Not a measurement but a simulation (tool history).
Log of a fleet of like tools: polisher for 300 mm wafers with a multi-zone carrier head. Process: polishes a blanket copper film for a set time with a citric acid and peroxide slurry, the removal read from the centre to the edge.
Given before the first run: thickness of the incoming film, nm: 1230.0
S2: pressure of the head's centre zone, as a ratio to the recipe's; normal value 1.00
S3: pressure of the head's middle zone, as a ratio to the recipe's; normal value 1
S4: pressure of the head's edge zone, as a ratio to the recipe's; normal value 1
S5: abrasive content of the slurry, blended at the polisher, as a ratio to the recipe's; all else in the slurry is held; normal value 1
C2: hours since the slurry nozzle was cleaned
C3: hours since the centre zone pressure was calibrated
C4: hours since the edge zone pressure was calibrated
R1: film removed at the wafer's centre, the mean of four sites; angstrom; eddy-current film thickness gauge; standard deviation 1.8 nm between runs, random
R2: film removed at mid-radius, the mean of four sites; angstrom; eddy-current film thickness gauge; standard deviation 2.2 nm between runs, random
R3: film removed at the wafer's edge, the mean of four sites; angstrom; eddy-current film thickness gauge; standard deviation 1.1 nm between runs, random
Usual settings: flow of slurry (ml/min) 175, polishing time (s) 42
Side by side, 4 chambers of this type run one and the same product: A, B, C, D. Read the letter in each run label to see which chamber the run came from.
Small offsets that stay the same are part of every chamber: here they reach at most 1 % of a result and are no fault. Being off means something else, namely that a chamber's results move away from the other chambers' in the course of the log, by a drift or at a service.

run 1D hour=10.6 | flow_of_slurry_(ml/min)=175 S2=1.00 S3=1 S4=1 S5=1 polishing_time_(s)=42 | wafers_polished_on_this_pad=508 C2=91.0 C3=875.1 C4=150.1 | R1=1703.3 R2=1717.8 R3=1692.2
run 2C hour=20.2 | flow_of_slurry_(ml/min)=175 S2=1.00 S3=1 S4=1 S5=1 polishing_time_(s)=42 | wafers_polished_on_this_pad=568 C2=887.4 C3=158.4 C4=74.0 | R1=1672.0 R2=1740.2 R3=1685.3
run 3A hour=30.3 | flow_of_slurry_(ml/min)=175 S2=1.00 S3=1 S4=1 S5=1 polishing_time_(s)=42 | wafers_polished_on_this_pad=560 C2=551.5 C3=909.6 C4=164.6 | R1=1684.3 R2=1656.5 R3=1688.8
run 4B hour=37.1 | flow_of_slurry_(ml/min)=175 S2=1.00 S3=1 S4=1 S5=1 polishing_time_(s)=42 | wafers_polished_on_this_pad=753 C2=348.7 C3=775.5 C4=498.1 | R1=1637.6 R2=1685.2 R3=1669.4
run 5C hour=48.5 | flow_of_slurry_(ml/min)=175 S2=1.00 S3=1 S4=1 S5=1 polishing_time_(s)=42 | wafers_polished_on_this_pad=938 C2=915.7 C3=186.7 C4=102.3 | R1=1693.1 R2=1701.2 R3=1680.6
-- hour=48.8 chamber D: worn pad replaced by a new one
-- hour=53.1 chamber B: worn pad replaced by a new one
run 6B hour=54.9 | flow_of_slurry_(ml/min)=175 S2=1.00 S3=1 S4=1 S5=1 polishing_time_(s)=42 | wafers_polished_on_this_pad=24 C2=366.5 C3=793.3 C4=515.9 | R1=1656.5 R2=1688.8 R3=1690.4
-- hour=61.4 chamber C: worn pad replaced by a new one
run 7D hour=66.5 | flow_of_slurry_(ml/min)=175 S2=1.00 S3=1 S4=1 S5=1 polishing_time_(s)=42 | wafers_polished_on_this_pad=232 C2=146.9 C3=931.0 C4=206.0 | R1=1683.7 R2=1697.2 R3=1704.7
-- hour=67.8 chamber C: slurry nozzle cleaned
-- hour=72.1 chamber D: centre zone pressure recalibrated
run 8A hour=74.5 | flow_of_slurry_(ml/min)=175 S2=1.00 S3=1 S4=1 S5=1 polishing_time_(s)=42 | wafers_polished_on_this_pad=1138 C2=595.7 C3=953.8 C4=208.8 | R1=1690.8 R2=1664.5 R3=1687.6
-- hour=83.6 chamber A: worn pad replaced by a new one
run 9D hour=83.9 | flow_of_slurry_(ml/min)=175 S2=1.00 S3=1 S4=1 S5=1 polishing_time_(s)=42 | wafers_polished_on_this_pad=459 C2=164.3 C3=11.9 C4=223.4 | R1=1676.8 R2=1706.2 R3=1698.9
run 10B hour=95.3 | flow_of_slurry_(ml/min)=175 S2=1.00 S3=1 S4=1 S5=1 polishing_time_(s)=32 | wafers_polished_on_this_pad=553 C2=406.9 C3=833.7 C4=556.3 | R1=1287.4 R2=1279.0 R3=1270.0
run 11C hour=101.7 | flow_of_slurry_(ml/min)=175 S2=1.00 S3=1 S4=1 S5=1 polishing_time_(s)=32 | wafers_polished_on_this_pad=527 C2=34.0 C3=239.9 C4=155.5 | R1=1267.1 R2=1270.5 R3=1285.8
run 12A hour=111.5 | flow_of_slurry_(ml/min)=175 S2=1.00 S3=1 S4=1 S5=1 polishing_time_(s)=32 | wafers_polished_on_this_pad=365 C2=632.7 C3=990.8 C4=245.8 | R1=1273.8 R2=1258.0 R3=1294.6
-- hour=113.6 chamber B: worn pad replaced by a new one
run 13D hour=119.4 | flow_of_slurry_(ml/min)=175 S2=1.00 S3=1 S4=1 S5=1 polishing_time_(s)=32 | wafers_polished_on_this_pad=924 C2=199.8 C3=47.4 C4=258.9 | R1=1289.6 R2=1271.5 R3=1284.0
-- hour=124.2 chamber D: worn pad replaced by a new one
run 14B hour=129.3 | flow_of_slurry_(ml/min)=175 S2=1.00 S3=1 S4=1 S5=1 polishing_time_(s)=42 | wafers_polished_on_this_pad=206 C2=440.9 C3=867.7 C4=590.3 | R1=1622.3 R2=1668.2 R3=1644.4
run 15C hour=140.9 | flow_of_slurry_(ml/min)=175 S2=1.00 S3=1 S4=1 S5=1 polishing_time_(s)=42 | wafers_polished_on_this_pad=1040 C2=73.2 C3=279.1 C4=194.7 | R1=1690.8 R2=1709.7 R3=1682.1
-- hour=145.8 chamber A: slurry nozzle cleaned
-- hour=146.2 chamber C: worn pad replaced by a new one
run 16A hour=152.8 | flow_of_slurry_(ml/min)=175 S2=1.00 S3=1 S4=1 S5=1 polishing_time_(s)=42 | wafers_polished_on_this_pad=905 C2=7.1 C3=1032.1 C4=287.1 | R1=1660.2 R2=1669.0 R3=1691.6
run 17B hour=164.8 | flow_of_slurry_(ml/min)=175 S2=1.00 S3=1 S4=1 S5=1 polishing_time_(s)=42 | wafers_polished_on_this_pad=670 C2=476.4 C3=903.2 C4=625.8 | R1=1616.2 R2=1640.1 R3=1653.0
run 18A hour=172.6 | flow_of_slurry_(ml/min)=175 S2=1.00 S3=1 S4=1 S5=1 polishing_time_(s)=42 | wafers_polished_on_this_pad=1164 C2=26.9 C3=1051.9 C4=306.9 | R1=1698.9 R2=1675.2 R3=1709.2
-- hour=172.7 chamber A: worn pad replaced by a new one
run 19D hour=182.4 | flow_of_slurry_(ml/min)=175 S2=1.04 S3=1 S4=1 S5=1 polishing_time_(s)=42 | wafers_polished_on_this_pad=761 C2=262.8 C3=110.4 C4=321.9 | R1=1789.5 R2=1678.3 R3=1682.9
-- hour=187.1 chamber B: worn pad replaced by a new one
-- hour=189.8 chamber D: edge zone pressure recalibrated
-- hour=190.2 chamber D: worn pad replaced by a new one
run 20C hour=191.0 | flow_of_slurry_(ml/min)=175 S2=1.04 S3=1 S4=1 S5=1 polishing_time_(s)=42 | wafers_polished_on_this_pad=586 C2=123.3 C3=329.2 C4=244.8 | R1=1787.9 R2=1706.4 R3=1667.1
run 21D hour=198.2 | flow_of_slurry_(ml/min)=175 S2=1.04 S3=1 S4=1 S5=1 polishing_time_(s)=42 | wafers_polished_on_this_pad=105 C2=278.6 C3=126.2 C4=8.5 | R1=1769.6 R2=1688.7 R3=1691.8
run 22A hour=210.7 | flow_of_slurry_(ml/min)=175 S2=1.04 S3=1 S4=1 S5=1 polishing_time_(s)=42 | wafers_polished_on_this_pad=497 C2=65.0 C3=1090.0 C4=345.0 | R1=1747.7 R2=1693.8 R3=1703.2
run 23C hour=219.8 | flow_of_slurry_(ml/min)=175 S2=1.00 S3=1 S4=1 S5=1 polishing_time_(s)=42 | wafers_polished_on_this_pad=963 C2=152.1 C3=358.0 C4=273.6 | R1=1674.7 R2=1712.5 R3=1675.6
-- hour=222.3 chamber C: worn pad replaced by a new one
run 24B hour=226.6 | flow_of_slurry_(ml/min)=175 S2=1.00 S3=1 S4=1 S5=1 polishing_time_(s)=42 | wafers_polished_on_this_pad=517 C2=538.2 C3=965.0 C4=687.6 | R1=1587.9 R2=1608.2 R3=1616.0
-- hour=235.4 chamber C: centre zone pressure recalibrated
run 25B hour=238.3 | flow_of_slurry_(ml/min)=175 S2=0.89 S3=1 S4=1 S5=1 polishing_time_(s)=42 | wafers_polished_on_this_pad=670 C2=549.9 C3=976.7 C4=699.3 | R1=1397.4 R2=1570.2 R3=1606.2
run 26C hour=250.3 | flow_of_slurry_(ml/min)=175 S2=0.89 S3=1 S4=1 S5=1 polishing_time_(s)=42 | wafers_polished_on_this_pad=366 C2=182.6 C3=14.9 C4=304.1 | R1=1466.0 R2=1675.9 R3=1657.2
-- hour=254.4 chamber B: worn pad replaced by a new one
run 27A hour=262.8 | flow_of_slurry_(ml/min)=175 S2=0.89 S3=1 S4=1 S5=1 polishing_time_(s)=42 | wafers_polished_on_this_pad=1178 C2=117.1 C3=1142.1 C4=397.1 | R1=1475.1 R2=1658.1 R3=1686.8
-- hour=263.7 chamber D: worn pad replaced by a new one
run 28D hour=273.3 | flow_of_slurry_(ml/min)=175 S2=0.89 S3=1 S4=1 S5=1 polishing_time_(s)=42 | wafers_polished_on_this_pad=125 C2=353.7 C3=201.3 C4=83.6 | R1=1525.4 R2=1677.8 R3=1691.6
-- hour=276.8 chamber A: worn pad replaced by a new one
-- hour=286.1 chamber D: slurry nozzle cleaned
run 29B hour=286.6 | flow_of_slurry_(ml/min)=175 S2=1.00 S3=1 S4=1 S5=1 polishing_time_(s)=42 | wafers_polished_on_this_pad=421 C2=598.2 C3=1025.0 C4=747.6 | R1=1601.6 R2=1554.8 R3=1607.9
run 30D hour=295.9 | flow_of_slurry_(ml/min)=175 S2=1.00 S3=1 S4=1 S5=1 polishing_time_(s)=42 | wafers_polished_on_this_pad=421 C2=9.8 C3=223.9 C4=106.2 | R1=1695.4 R2=1728.7 R3=1700.1
-- hour=305.4 chamber C: worn pad replaced by a new one
run 31A hour=308.3 | flow_of_slurry_(ml/min)=175 S2=1.00 S3=1 S4=1 S5=1 polishing_time_(s)=42 | wafers_polished_on_this_pad=412 C2=162.6 C3=1187.6 C4=442.6 | R1=1709.5 R2=1668.0 R3=1710.5
run 32C hour=315.3 | flow_of_slurry_(ml/min)=175 S2=1.00 S3=1 S4=1 S5=1 polishing_time_(s)=42 | wafers_polished_on_this_pad=129 C2=247.6 C3=79.9 C4=369.1 | R1=1692.9 R2=1691.2 R3=1687.9
-- hour=317.8 chamber B: worn pad replaced by a new one
run 33A hour=322.6 | flow_of_slurry_(ml/min)=175 S2=1.00 S3=1 S4=1 S5=1 polishing_time_(s)=42 | wafers_polished_on_this_pad=599 C2=176.9 C3=1201.9 C4=456.9 | R1=1668.8 R2=1655.5 R3=1686.9
run 34C hour=328.6 | flow_of_slurry_(ml/min)=175 S2=1.00 S3=1 S4=1 S5=1 polishing_time_(s)=42 | wafers_polished_on_this_pad=303 C2=260.9 C3=93.2 C4=382.4 | R1=1691.0 R2=1694.8 R3=1689.5
run 35B hour=334.7 | flow_of_slurry_(ml/min)=175 S2=1.00 S3=1 S4=1 S5=1 polishing_time_(s)=42 | wafers_polished_on_this_pad=221 C2=646.3 C3=1073.1 C4=795.7 | R1=1540.8 R2=1524.3 R3=1582.2
-- hour=340.3 chamber D: worn pad replaced by a new one
run 36D hour=345.3 | flow_of_slurry_(ml/min)=175 S2=1.00 S3=1 S4=1 S5=1 polishing_time_(s)=42 | wafers_polished_on_this_pad=66 C2=59.2 C3=273.3 C4=155.6 | R1=1696.4 R2=1693.9 R3=1703.8
run 37D hour=352.3 | flow_of_slurry_(ml/min)=175 S2=1.00 S3=1 S4=1 S5=1 polishing_time_(s)=42 | wafers_polished_on_this_pad=158 C2=66.2 C3=280.3 C4=162.6 | R1=1687.4 R2=1663.8 R3=1692.3

Is one chamber off against the others, does the gauge drift, or is nothing wrong? If a chamber is off, say which, and what the likeliest cause is.

It is chamber B that slowly wanders off from its peers.
Most likely cause: slurry flow missing at the pad, % = 33.3.

Below are 4 candidate recipes for chamber B's next run, each the usual settings with a change, their results shown as question marks. Which of them brings B's results back in line with what the other chambers give on the usual settings?
In line means no further than this from the other chambers' mean on the usual settings: R1 63.0 angstrom; R2 76.0 angstrom; R3 37.0 angstrom
run 38B-1 hour=362.3 | flow_of_slurry_(ml/min)=180 S2=1.02 S3=1.01 S4=0.99 S5=1 polishing_time_(s)=45 | R1=? R2=? R3=?
run 38B-2 hour=362.3 | flow_of_slurry_(ml/min)=170 S2=0.98 S3=0.99 S4=1.01 S5=1 polishing_time_(s)=39 | R1=? R2=? R3=?
run 38B-3 hour=362.3 | flow_of_slurry_(ml/min)=160 S2=0.95 S3=0.98 S4=1.03 S5=1 polishing_time_(s)=36 | R1=? R2=? R3=?
run 38B-4 hour=362.3 | flow_of_slurry_(ml/min)=190 S2=1.05 S3=1.02 S4=0.97 S5=1 polishing_time_(s)=49 | R1=? R2=? R3=?

What the other chambers average on the usual settings: R1 1690.2 angstrom; R2 1682.8 angstrom; R3 1686.9 angstrom
run=38B-1 R1=1684.1 R2=1680.6 R3=1685.9
run=38B-2 R1=1375.4 R2=1410.6 R3=1462.5
run=38B-3 R1=1205.6 R2=1270.3 R3=1349.4
run=38B-4 R1=1919.4 R2=1869.6 R3=1832.5
Change 38B-1 lands the chamber within the allowed miss of the other chambers.
